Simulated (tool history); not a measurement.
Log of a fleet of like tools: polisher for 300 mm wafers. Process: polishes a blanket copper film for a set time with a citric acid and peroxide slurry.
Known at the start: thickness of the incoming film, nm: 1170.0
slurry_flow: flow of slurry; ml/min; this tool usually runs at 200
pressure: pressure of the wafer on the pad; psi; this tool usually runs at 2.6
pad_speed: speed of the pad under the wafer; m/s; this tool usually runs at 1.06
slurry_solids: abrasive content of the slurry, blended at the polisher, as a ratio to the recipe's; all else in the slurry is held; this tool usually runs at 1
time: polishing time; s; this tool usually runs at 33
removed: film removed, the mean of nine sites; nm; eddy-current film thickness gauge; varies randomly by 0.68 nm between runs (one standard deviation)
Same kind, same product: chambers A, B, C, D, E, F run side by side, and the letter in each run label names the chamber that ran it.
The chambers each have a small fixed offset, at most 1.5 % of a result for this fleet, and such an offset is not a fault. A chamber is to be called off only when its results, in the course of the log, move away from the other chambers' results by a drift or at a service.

run,hour,slurry_flow,pressure,pad_speed,slurry_solids,time,wafers polished on this pad,hours since the slurry nozzle was cleaned,hours since the head pressure was calibrated,hours since the slurry blender was calibrated,removed
1E,5.7,200,2.6,1.06,1,33,504,335.5,172.7,275.2,62.642
2C,11.3,200,2.6,1.06,1,33,1066,67.3,1497.6,195.1,63.327
3A,17.4,200,2.6,1.06,1,33,735,47.3,94.9,47.1,64.881
4F,20.5,200,2.6,1.06,1,33,1120,335.3,308.6,27.5,63.588
# hour 21.7: chamber C: worn pad replaced by a new one
# hour 22.8: chamber A: worn pad replaced by a new one
# hour 22.9: chamber D: head pressure recalibrated
5B,23.9,200,2.6,1.06,1,33,442,366.8,424.2,362.2,63.868
# hour 24.2: chamber D: worn pad replaced by a new one
# hour 24.7: chamber F: worn pad replaced by a new one
6D,30.8,200,2.6,1.06,1,33,89,313.1,7.9,322,61.624
# hour 33.6: chamber E: slurry blender recalibrated
7A,35.5,200,2.6,1.06,1,33,170,65.4,113,65.2,64.188
# hour 38.2: chamber E: worn pad replaced by a new one
8D,42.2,200,2.6,1.06,1,33,242,324.5,19.3,333.4,62.176
9C,46.6,160,2.6,1.06,1,33,335,102.6,1532.9,230.4,61.258
10E,51.8,160,2.6,1.06,1,33,183,381.6,218.8,18.2,60.319
# hour 55.3: chamber B: worn pad replaced by a new one
11F,58.2,160,2.6,1.06,1,33,449,373,346.3,65.2,61.21
12B,62.1,160,2.6,1.06,1,33,91,405,462.4,400.4,61.278
# hour 67.9: chamber C: head pressure recalibrated
13C,68.9,160,2.6,1.06,1,33,634,124.9,1.1,252.7,61.441
14A,72.4,160,2.6,1.06,1,33,665,102.3,149.9,102.1,61.479
15F,78.4,200,2.6,1.06,1,33,721,393.2,366.5,85.4,63.042
# hour 80.2: chamber A: worn pad replaced by a new one
16E,85.4,200,2.6,1.06,1,33,634,415.2,252.4,51.8,62.873
# hour 87.8: chamber D: slurry blender recalibrated
17B,89.2,200,2.6,1.06,1,33,455,432.1,489.5,427.5,63.058
18D,94.4,200,2.6,1.06,1,33,943,376.7,71.5,6.7,63.31
# hour 98.1: chamber F: worn pad replaced by a new one
19C,98.9,200,2.6,1.06,1,33,1037,154.9,31.1,282.7,63.861
# hour 99.3: chamber A: slurry blender recalibrated
# hour 104.1: chamber E: worn pad replaced by a new one
20E,105.8,200,2.6,1.06,1,33,23,435.6,272.8,72.2,61.898
# hour 109: chamber C: worn pad replaced by a new one
21D,112.4,200,2.6,1.06,1,28,1184,394.7,89.5,24.7,53.344
# hour 117.6: chamber B: worn pad replaced by a new one
22A,119.4,200,2.6,1.06,1,28,526,149.3,196.9,20.1,53.806
23B,124.2,200,2.6,1.06,1,28,88,467.1,524.5,462.5,53.126
# hour 130.4: chamber D: worn pad replaced by a new one
24F,130.8,200,2.6,1.06,1,28,439,445.6,418.9,137.8,53.876
# hour 131.2: chamber A: worn pad replaced by a new one
25B,134.3,200,2.6,1.06,1,28,224,477.2,534.6,472.6,54.009
26A,141.3,200,2.6,1.06,1,28,136,171.2,218.8,42,54.513
# hour 141.4: chamber B: head pressure recalibrated
# hour 141.5: chamber E: head pressure recalibrated
27D,146.8,200,3.3,1.06,1,33,221,429.1,123.9,59.1,79.293
# hour 149.2: chamber B: slurry blender recalibrated
28F,152.2,200,3.3,1.06,1,33,726,467,440.3,159.2,80.674
# hour 154.1: chamber D: slurry nozzle cleaned
29E,156.5,200,3.3,1.06,1,33,703,486.3,15.1,122.9,76.535
# hour 161.4: chamber C: slurry blender recalibrated
30C,163.1,200,3.3,1.06,1,33,726,219.1,95.3,1.7,79.371
# hour 169.2: chamber F: worn pad replaced by a new one
31F,169.5,200,3.3,1.06,1,33,4,484.3,457.6,176.5,79.954
# hour 169.7: chamber E: worn pad replaced by a new one
32A,175,200,3.3,1.06,1,33,589,204.9,252.5,75.7,80.669
33C,178.8,200,2.6,1.06,1,33,937,234.8,111,17.4,63.239
# hour 179.8: chamber B: worn pad replaced by a new one
34B,185.5,200,2.6,1.06,1,33,77,528.4,44.2,36.4,68.955
35D,191.7,200,3.2,1.06,1.25,33,823,37.7,168.8,104,80.678
36E,195.7,200,3.2,1.06,1.25,33,350,525.5,54.3,162.1,79.856
# hour 198.6: chamber A: worn pad replaced by a new one
# hour 198.9: chamber C: worn pad replaced by a new one
37C,201.9,200,3.2,1.06,1.25,33,41,257.9,134.1,40.5,80.706
38B,208.6,200,3.2,1.06,1.25,33,387,551.5,67.3,59.5,88.207
39D,215,200,3.2,1.06,1.25,33,1136,61,192.1,127.3,81.023
40A,221.6,200,3.2,1.06,1.25,33,309,251.5,299.1,122.3,82.481
# hour 226.2: chamber E: worn pad replaced by a new one
41F,226.3,200,2.6,1.06,1,33,766,541.1,514.4,233.3,63.096
42E,229.5,200,2.6,1.06,1,33,44,559.3,88.1,195.9,61.573

All 6 chambers run these settings next. Forecast each chamber's results:
43A,234.5,200,2.6,1.06,1,33,,,,,?
43B,234.5,200,2.6,1.06,1,33,,,,,?
43C,234.5,200,2.6,1.06,1,33,,,,,?
43D,234.5,200,2.6,1.06,1,33,,,,,?
43E,234.5,200,2.6,1.06,1,33,,,,,?
43F,234.5,200,2.6,1.06,1,33,,,,,?

run,removed
43A,62.473
43B,69.345
43C,62.432
43D,63.322
43E,62.646
43F,62.301
